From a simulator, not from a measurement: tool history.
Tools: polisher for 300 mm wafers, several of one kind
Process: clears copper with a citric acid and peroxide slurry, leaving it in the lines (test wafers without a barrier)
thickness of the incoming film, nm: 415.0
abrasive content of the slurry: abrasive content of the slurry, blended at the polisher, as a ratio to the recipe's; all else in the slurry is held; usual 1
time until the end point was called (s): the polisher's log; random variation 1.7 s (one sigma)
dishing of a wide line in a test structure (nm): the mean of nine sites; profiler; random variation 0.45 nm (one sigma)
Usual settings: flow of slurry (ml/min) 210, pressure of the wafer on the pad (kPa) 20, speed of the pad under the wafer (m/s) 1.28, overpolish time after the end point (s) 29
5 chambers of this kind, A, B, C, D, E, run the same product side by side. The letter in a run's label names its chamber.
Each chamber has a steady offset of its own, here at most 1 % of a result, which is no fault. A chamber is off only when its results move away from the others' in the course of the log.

| run | hour | flow of slurry (ml/min) | pressure of the wafer on the pad (kPa) | speed of the pad under the wafer (m/s) | abrasive content of the slurry | overpolish time after the end point (s) | wafers polished on this pad | hours since the slurry nozzle was cleaned | hours since the head pressure was calibrated | hours since the slurry blender was calibrated | time until the end point was called (s) | dishing of a wide line in a test structure (nm) |
|---|---|---|---|---|---|---|---|---|---|---|---|---|
| 1B | 6.3 | 210 | 20 | 1.28 | 1 | 29 | 507 | 289.7 | 277.3 | 155.2 | 143.69 | 37.852 |
| 2C | 13.5 | 210 | 20 | 1.28 | 1 | 29 | 103 | 138.5 | 503.7 | 454.5 | 138.74 | 38.643 |
| 3D | 18.7 | 210 | 20 | 1.28 | 1 | 29 | 958 | 135.4 | 33.2 | 191.1 | 141.55 | 39.044 |
| 4E | 27.9 | 210 | 20 | 1.28 | 1 | 29 | 781 | 244.8 | 427 | 124 | 141.26 | 38.841 |
| 5A | 36.1 | 210 | 20 | 1.28 | 1 | 29 | 234 | 428.5 | 1122.4 | 214.9 | 144.57 | 39.032 |
| 6D | 43.9 | 210 | 20 | 1.28 | 1 | 29 | 1101 | 160.6 | 58.4 | 216.3 | 140.98 | 38.588 |
|  | 51.9 | chamber B: worn pad replaced by a new one |
| 7C | 52.7 | 210 | 20 | 1.28 | 1 | 29 | 327 | 177.7 | 542.9 | 493.7 | 139.77 | 38.168 |
| 8B | 63.4 | 210 | 20 | 1.28 | 1 | 29 | 65 | 346.8 | 334.4 | 212.3 | 138.75 | 38.92 |
|  | 65.5 | chamber A: slurry blender recalibrated |
|  | 67.6 | chamber C: slurry blender recalibrated |
| 9A | 69.9 | 210 | 20 | 1.28 | 1 | 29 | 426 | 462.3 | 1156.2 | 4.4 | 143.02 | 38.638 |
|  | 70.8 | chamber E: worn pad replaced by a new one |
| 10E | 76.2 | 210 | 20 | 1.28 | 1 | 29 | 31 | 293.1 | 475.3 | 172.3 | 146.21 | 38.179 |
|  | 79 | chamber D: slurry blender recalibrated |
| 11B | 82.2 | 210 | 26.9 | 1.02 | 1 | 29 | 172 | 365.6 | 353.2 | 231.1 | 132.64 | 41.739 |
|  | 84.2 | chamber E: slurry blender recalibrated |
|  | 85 | chamber D: worn pad replaced by a new one |
|  | 92.7 | chamber B: slurry blender recalibrated |
| 12E | 93.2 | 210 | 26.9 | 1.02 | 1 | 29 | 128 | 310.1 | 492.3 | 9.1 | 132.05 | 41.696 |
|  | 93.9 | chamber A: head pressure recalibrated |
| 13D | 104.4 | 210 | 26.9 | 1.02 | 1 | 29 | 111 | 221.1 | 118.9 | 25.5 | 129.68 | 40.703 |
|  | 108.3 | chamber B: slurry nozzle cleaned |
| 14A | 114.8 | 210 | 26.9 | 1.02 | 1 | 29 | 683 | 507.2 | 21 | 49.3 | 144.86 | 39.476 |
| 15C | 122.2 | 210 | 26.9 | 1.02 | 1 | 29 | 723 | 247.2 | 612.4 | 54.6 | 131.47 | 40.81 |
| 16E | 127.9 | 210 | 20 | 1.28 | 1 | 29 | 326 | 344.8 | 527 | 43.8 | 141.91 | 39 |
| 17D | 137.7 | 210 | 20 | 1.28 | 1 | 29 | 300 | 254.4 | 152.2 | 58.8 | 145.78 | 39.155 |
| 18B | 144.3 | 210 | 20 | 1.28 | 1 | 29 | 527 | 36 | 415.3 | 51.6 | 143.14 | 38.729 |
| 19A | 149.6 | 210 | 20 | 1.28 | 1 | 29 | 881 | 542 | 55.8 | 84.1 | 164.66 | 36.452 |
| 20C | 156.1 | 210 | 20 | 1.28 | 1 | 29 | 917 | 281.1 | 646.3 | 88.5 | 142.27 | 38.821 |
| 21E | 163.3 | 210 | 20 | 1.28 | 0.85 | 29 | 528 | 380.2 | 562.4 | 79.2 | 145.89 | 38.365 |
|  | 165.9 | chamber B: worn pad replaced by a new one |
| 22A | 170.2 | 210 | 20 | 1.28 | 0.85 | 29 | 999 | 562.6 | 76.4 | 104.7 | 166.86 | 35.355 |
| 23B | 175.3 | 210 | 20 | 1.28 | 0.85 | 29 | 53 | 67 | 446.3 | 82.6 | 143.92 | 38.45 |
| 24C | 180.9 | 210 | 20 | 1.28 | 0.85 | 29 | 1058 | 305.9 | 671.1 | 113.3 | 146.44 | 37.08 |
| 25D | 189.6 | 210 | 20 | 1.28 | 0.85 | 29 | 597 | 306.3 | 204.1 | 110.7 | 147.42 | 38.628 |
|  | 191.2 | chamber A: worn pad replaced by a new one |
|  | 198.9 | chamber C: worn pad replaced by a new one |
| 26E | 200 | 210 | 20 | 1.28 | 1 | 29 | 737 | 416.9 | 599.1 | 115.9 | 140.92 | 38.314 |
| 27C | 206.9 | 210 | 20 | 1.28 | 1 | 29 | 45 | 331.9 | 697.1 | 139.3 | 141.99 | 37.944 |
| 28B | 212.9 | 210 | 20 | 1.28 | 1 | 29 | 268 | 104.6 | 483.9 | 120.2 | 144.75 | 38.64 |
|  | 214.9 | chamber D: slurry nozzle cleaned |
| 29A | 223.1 | 210 | 20 | 1.28 | 1 | 29 | 182 | 615.5 | 129.3 | 157.6 | 163.65 | 35.325 |
| 30D | 233.6 | 210 | 20 | 1.28 | 1 | 29 | 847 | 18.7 | 248.1 | 154.7 | 137.94 | 37.91 |
| 31A | 245.1 | 210 | 20 | 1.28 | 1 | 29 | 307 | 637.5 | 151.3 | 179.6 | 162.48 | 37.02 |
|  | 246 | chamber E: slurry blender recalibrated |
| 32B | 253.3 | 210 | 23.4 | 1.28 | 1 | 29 | 498 | 145 | 524.3 | 160.6 | 122.38 | 42.035 |
| 33E | 261.6 | 210 | 23.4 | 1.28 | 1 | 29 | 1088 | 478.5 | 660.7 | 15.7 | 119.57 | 42.724 |

What goes on in this fleet: one chamber off, a drifting gauge, or nothing beyond the chambers' own small offsets? Name the chamber and the cause, if any.

A service left chamber A off against the others.
Cause: head's pressure below its setpoint, % = 11.2.

Here are 4 candidates for chamber A's next run, each the usual settings with a change, their results left as question marks. Which one brings its results back in line with what the others give on the usual settings?
In line means no further than this from the other chambers' mean on the usual settings: time until the end point was called (s) 5.9; dishing of a wide line in a test structure (nm) 1.6
| 34A-1 | 269.9 | 210 | 21.4 | 1.36 | 1 | 29 |  |  |  |  | ? | ? |
| 34A-2 | 269.9 | 205 | 17.9 | 1.16 | 1 | 29 |  |  |  |  | ? | ? |
| 34A-3 | 269.9 | 210 | 18.6 | 1.2 | 1 | 29 |  |  |  |  | ? | ? |
| 34A-4 | 269.9 | 215 | 22.1 | 1.4 | 1 | 29 |  |  |  |  | ? | ? |

The other chambers' mean on the usual settings: time until the end point was called (s) 142.32; dishing of a wide line in a test structure (nm) 38.694
| run | time until the end point was called (s) | dishing of a wide line in a test structure (nm) |
|---|---|---|
| 34A-1 | 142.36 | 38.816 |
| 34A-2 | 198.19 | 31.817 |
| 34A-3 | 184.23 | 33.331 |
| 34A-4 | 133.71 | 40.148 |
34A-1 brings the chamber back in line.

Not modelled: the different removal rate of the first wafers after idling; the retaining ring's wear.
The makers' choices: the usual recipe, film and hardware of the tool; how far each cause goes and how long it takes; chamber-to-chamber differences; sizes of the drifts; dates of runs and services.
